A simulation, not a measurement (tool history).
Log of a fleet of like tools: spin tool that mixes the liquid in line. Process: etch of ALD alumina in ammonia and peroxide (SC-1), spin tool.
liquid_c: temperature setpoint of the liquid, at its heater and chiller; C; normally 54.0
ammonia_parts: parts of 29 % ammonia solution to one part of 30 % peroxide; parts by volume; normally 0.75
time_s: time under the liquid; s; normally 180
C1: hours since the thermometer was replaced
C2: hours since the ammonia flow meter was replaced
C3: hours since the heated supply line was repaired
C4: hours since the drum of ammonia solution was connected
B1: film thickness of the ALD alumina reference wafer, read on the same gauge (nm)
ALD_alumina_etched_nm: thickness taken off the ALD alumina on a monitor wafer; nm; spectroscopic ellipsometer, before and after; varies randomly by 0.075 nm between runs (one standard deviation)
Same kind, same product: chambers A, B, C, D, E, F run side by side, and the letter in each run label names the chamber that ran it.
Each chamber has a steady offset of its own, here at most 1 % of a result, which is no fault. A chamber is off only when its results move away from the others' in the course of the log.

{"hour": 5.8, "done": "chamber C: heated supply line repaired"}
{"run": "1F", "hour": 7.8, "liquid_c": 54.0, "ammonia_parts": 0.75, "time_s": 180, "C1": 1360.0, "C2": 1384.1, "C3": 2459.9, "C4": 200.9, "B1": 120.01, "ALD_alumina_etched_nm": 8.8934}
{"run": "2D", "hour": 13.1, "liquid_c": 54.0, "ammonia_parts": 0.75, "time_s": 180, "C1": 1611.4, "C2": 1581.1, "C3": 1207.7, "C4": 91.4, "B1": 119.99, "ALD_alumina_etched_nm": 8.9441}
{"hour": 14.2, "done": "chamber D: ammonia flow meter replaced"}
{"run": "3C", "hour": 18.2, "liquid_c": 54.0, "ammonia_parts": 0.75, "time_s": 180, "C1": 1146.5, "C2": 829.6, "C3": 12.4, "C4": 696.2, "B1": 119.98, "ALD_alumina_etched_nm": 8.9999}
{"hour": 26.8, "done": "chamber C: new drum of ammonia solution connected"}
{"run": "4A", "hour": 28.8, "liquid_c": 54.0, "ammonia_parts": 0.75, "time_s": 180, "C1": 540.2, "C2": 608.5, "C3": 4089.2, "C4": 379.5, "B1": 119.99, "ALD_alumina_etched_nm": 8.8741}
{"hour": 37.1, "done": "chamber A: ammonia flow meter replaced"}
{"run": "5E", "hour": 38.0, "liquid_c": 54.0, "ammonia_parts": 0.75, "time_s": 180, "C1": 706.7, "C2": 407.7, "C3": 312.1, "C4": 574.3, "B1": 120.03, "ALD_alumina_etched_nm": 8.9126}
{"run": "6B", "hour": 44.3, "liquid_c": 54.0, "ammonia_parts": 0.75, "time_s": 180, "C1": 91.0, "C2": 324.9, "C3": 2314.3, "C4": 974.3, "B1": 120.02, "ALD_alumina_etched_nm": 8.9026}
{"run": "7A", "hour": 50.9, "liquid_c": 54.0, "ammonia_parts": 0.75, "time_s": 180, "C1": 562.3, "C2": 13.8, "C3": 4111.3, "C4": 401.6, "B1": 120.01, "ALD_alumina_etched_nm": 8.8816}
{"hour": 54.8, "done": "chamber A: thermometer replaced"}
{"run": "8B", "hour": 61.6, "liquid_c": 54.0, "ammonia_parts": 0.75, "time_s": 180, "C1": 108.3, "C2": 342.2, "C3": 2331.6, "C4": 991.6, "B1": 120.0, "ALD_alumina_etched_nm": 9.1017}
{"run": "9F", "hour": 71.3, "liquid_c": 54.0, "ammonia_parts": 0.75, "time_s": 180, "C1": 1423.5, "C2": 1447.6, "C3": 2523.4, "C4": 264.4, "B1": 120.02, "ALD_alumina_etched_nm": 8.8663}
{"run": "10E", "hour": 78.2, "liquid_c": 54.0, "ammonia_parts": 0.95, "time_s": 135, "C1": 746.9, "C2": 447.9, "C3": 352.3, "C4": 614.5, "B1": 120.01, "ALD_alumina_etched_nm": 6.7571}
{"run": "11D", "hour": 85.4, "liquid_c": 54.0, "ammonia_parts": 0.95, "time_s": 135, "C1": 1683.7, "C2": 71.2, "C3": 1280.0, "C4": 163.7, "B1": 120.0, "ALD_alumina_etched_nm": 6.8701}
{"run": "12C", "hour": 92.4, "liquid_c": 54.0, "ammonia_parts": 0.95, "time_s": 135, "C1": 1220.7, "C2": 903.8, "C3": 86.6, "C4": 65.6, "B1": 120.0, "ALD_alumina_etched_nm": 6.8341}
{"run": "13B", "hour": 102.2, "liquid_c": 54.0, "ammonia_parts": 0.95, "time_s": 135, "C1": 148.9, "C2": 382.8, "C3": 2372.2, "C4": 1032.2, "B1": 119.99, "ALD_alumina_etched_nm": 6.8066}
{"run": "14F", "hour": 107.7, "liquid_c": 54.0, "ammonia_parts": 0.95, "time_s": 135, "C1": 1459.9, "C2": 1484.0, "C3": 2559.8, "C4": 300.8, "B1": 120.02, "ALD_alumina_etched_nm": 6.8229}
{"hour": 108.5, "done": "chamber A: heated supply line repaired"}
{"run": "15D", "hour": 113.3, "liquid_c": 54.0, "ammonia_parts": 0.95, "time_s": 135, "C1": 1711.6, "C2": 99.1, "C3": 1307.9, "C4": 191.6, "B1": 119.96, "ALD_alumina_etched_nm": 6.8948}
{"run": "16E", "hour": 120.7, "liquid_c": 54.0, "ammonia_parts": 0.75, "time_s": 180, "C1": 789.4, "C2": 490.4, "C3": 394.8, "C4": 657.0, "B1": 119.96, "ALD_alumina_etched_nm": 8.7475}
{"run": "17A", "hour": 126.7, "liquid_c": 54.0, "ammonia_parts": 0.75, "time_s": 180, "C1": 71.9, "C2": 89.6, "C3": 18.3, "C4": 477.4, "B1": 119.98, "ALD_alumina_etched_nm": 8.7586}
{"hour": 129.0, "done": "chamber F: ammonia flow meter replaced"}
{"run": "18C", "hour": 132.8, "liquid_c": 54.0, "ammonia_parts": 0.75, "time_s": 180, "C1": 1261.1, "C2": 944.2, "C3": 127.0, "C4": 106.0, "B1": 120.0, "ALD_alumina_etched_nm": 8.9819}
{"run": "19D", "hour": 143.2, "liquid_c": 54.0, "ammonia_parts": 0.75, "time_s": 180, "C1": 1741.5, "C2": 129.0, "C3": 1337.8, "C4": 221.5, "B1": 120.01, "ALD_alumina_etched_nm": 8.928}
{"run": "20B", "hour": 151.2, "liquid_c": 54.0, "ammonia_parts": 0.75, "time_s": 180, "C1": 197.9, "C2": 431.8, "C3": 2421.2, "C4": 1081.2, "B1": 120.02, "ALD_alumina_etched_nm": 8.9037}
{"run": "21F", "hour": 162.6, "liquid_c": 54.0, "ammonia_parts": 0.75, "time_s": 180, "C1": 1514.8, "C2": 33.7, "C3": 2614.7, "C4": 355.7, "B1": 120.0, "ALD_alumina_etched_nm": 9.1201}
{"run": "22E", "hour": 171.6, "liquid_c": 54.0, "ammonia_parts": 0.75, "time_s": 180, "C1": 840.3, "C2": 541.3, "C3": 445.7, "C4": 707.9, "B1": 120.0, "ALD_alumina_etched_nm": 8.9135}
{"run": "23A", "hour": 181.3, "liquid_c": 54.0, "ammonia_parts": 0.75, "time_s": 180, "C1": 126.5, "C2": 144.2, "C3": 72.9, "C4": 532.0, "B1": 119.97, "ALD_alumina_etched_nm": 8.7879}
{"run": "24C", "hour": 191.9, "liquid_c": 54.0, "ammonia_parts": 0.75, "time_s": 180, "C1": 1320.2, "C2": 1003.3, "C3": 186.1, "C4": 165.1, "B1": 120.0, "ALD_alumina_etched_nm": 8.9474}
{"run": "25C", "hour": 198.4, "liquid_c": 54.0, "ammonia_parts": 0.75, "time_s": 180, "C1": 1326.7, "C2": 1009.8, "C3": 192.6, "C4": 171.6, "B1": 120.02, "ALD_alumina_etched_nm": 8.9446}
{"run": "26F", "hour": 205.6, "liquid_c": 54.0, "ammonia_parts": 0.75, "time_s": 180, "C1": 1557.8, "C2": 76.7, "C3": 2657.7, "C4": 398.7, "B1": 120.03, "ALD_alumina_etched_nm": 8.9925}
{"hour": 207.7, "done": "chamber F: new drum of ammonia solution connected"}
{"run": "27D", "hour": 214.5, "liquid_c": 54.0, "ammonia_parts": 0.75, "time_s": 180, "C1": 1812.8, "C2": 200.3, "C3": 1409.1, "C4": 292.8, "B1": 120.0, "ALD_alumina_etched_nm": 8.9968}
{"hour": 217.4, "done": "chamber F: heated supply line repaired"}
{"run": "28B", "hour": 225.2, "liquid_c": 54.0, "ammonia_parts": 0.75, "time_s": 180, "C1": 271.9, "C2": 505.8, "C3": 2495.2, "C4": 1155.2, "B1": 120.02, "ALD_alumina_etched_nm": 9.035}
{"run": "29A", "hour": 234.4, "liquid_c": 54.0, "ammonia_parts": 1.1, "time_s": 180, "C1": 179.6, "C2": 197.3, "C3": 126.0, "C4": 585.1, "B1": 120.03, "ALD_alumina_etched_nm": 9.2409}
{"run": "30E", "hour": 245.9, "liquid_c": 54.0, "ammonia_parts": 1.1, "time_s": 180, "C1": 914.6, "C2": 615.6, "C3": 520.0, "C4": 782.2, "B1": 120.03, "ALD_alumina_etched_nm": 9.2077}
{"run": "31F", "hour": 256.0, "liquid_c": 54.0, "ammonia_parts": 1.1, "time_s": 180, "C1": 1608.2, "C2": 127.1, "C3": 38.7, "C4": 48.4, "B1": 120.03, "ALD_alumina_etched_nm": 9.2063}
{"hour": 257.4, "done": "chamber B: new drum of ammonia solution connected"}
{"run": "32E", "hour": 261.5, "liquid_c": 54.0, "ammonia_parts": 1.1, "time_s": 180, "C1": 930.2, "C2": 631.2, "C3": 535.6, "C4": 797.8, "B1": 120.0, "ALD_alumina_etched_nm": 9.1523}
{"run": "33B", "hour": 272.5, "liquid_c": 54.0, "ammonia_parts": 1.1, "time_s": 180, "C1": 319.2, "C2": 553.1, "C3": 2542.5, "C4": 15.2, "B1": 119.99, "ALD_alumina_etched_nm": 9.1046}
{"run": "34C", "hour": 283.1, "liquid_c": 54.0, "ammonia_parts": 1.1, "time_s": 180, "C1": 1411.4, "C2": 1094.5, "C3": 277.3, "C4": 256.3, "B1": 119.99, "ALD_alumina_etched_nm": 9.3948}
{"run": "35D", "hour": 288.3, "liquid_c": 57.5, "ammonia_parts": 0.75, "time_s": 180, "C1": 1886.6, "C2": 274.1, "C3": 1482.9, "C4": 366.6, "B1": 119.96, "ALD_alumina_etched_nm": 10.567}
{"run": "36A", "hour": 295.1, "liquid_c": 57.5, "ammonia_parts": 0.75, "time_s": 180, "C1": 240.3, "C2": 258.0, "C3": 186.7, "C4": 645.8, "B1": 120.0, "ALD_alumina_etched_nm": 10.629}
{"run": "37F", "hour": 300.3, "liquid_c": 57.5, "ammonia_parts": 0.75, "time_s": 180, "C1": 1652.5, "C2": 171.4, "C3": 83.0, "C4": 92.7, "B1": 119.98, "ALD_alumina_etched_nm": 10.831}
{"run": "38A", "hour": 306.5, "liquid_c": 57.5, "ammonia_parts": 0.75, "time_s": 180, "C1": 251.7, "C2": 269.4, "C3": 198.1, "C4": 657.2, "B1": 120.01, "ALD_alumina_etched_nm": 10.665}
{"run": "39B", "hour": 314.6, "liquid_c": 57.5, "ammonia_parts": 0.75, "time_s": 180, "C1": 361.3, "C2": 595.2, "C3": 2584.6, "C4": 57.3, "B1": 120.01, "ALD_alumina_etched_nm": 10.639}
{"run": "40E", "hour": 323.5, "liquid_c": 57.5, "ammonia_parts": 0.75, "time_s": 180, "C1": 992.2, "C2": 693.2, "C3": 597.6, "C4": 859.8, "B1": 119.98, "ALD_alumina_etched_nm": 10.532}
{"run": "41D", "hour": 330.2, "liquid_c": 54.0, "ammonia_parts": 0.75, "time_s": 180, "C1": 1928.5, "C2": 316.0, "C3": 1524.8, "C4": 408.5, "B1": 120.01, "ALD_alumina_etched_nm": 8.7893}
{"run": "42C", "hour": 337.7, "liquid_c": 54.0, "ammonia_parts": 0.75, "time_s": 180, "C1": 1466.0, "C2": 1149.1, "C3": 331.9, "C4": 310.9, "B1": 120.03, "ALD_alumina_etched_nm": 8.8489}

Decide between three cases: one chamber stands off from its peers, the gauge reading all wafers drifts, or nothing is wrong past each chamber's small offset. Where a chamber is off, say which and what most likely put it there.

No chamber stands off beyond its own small offset, and the gauge holds steady.
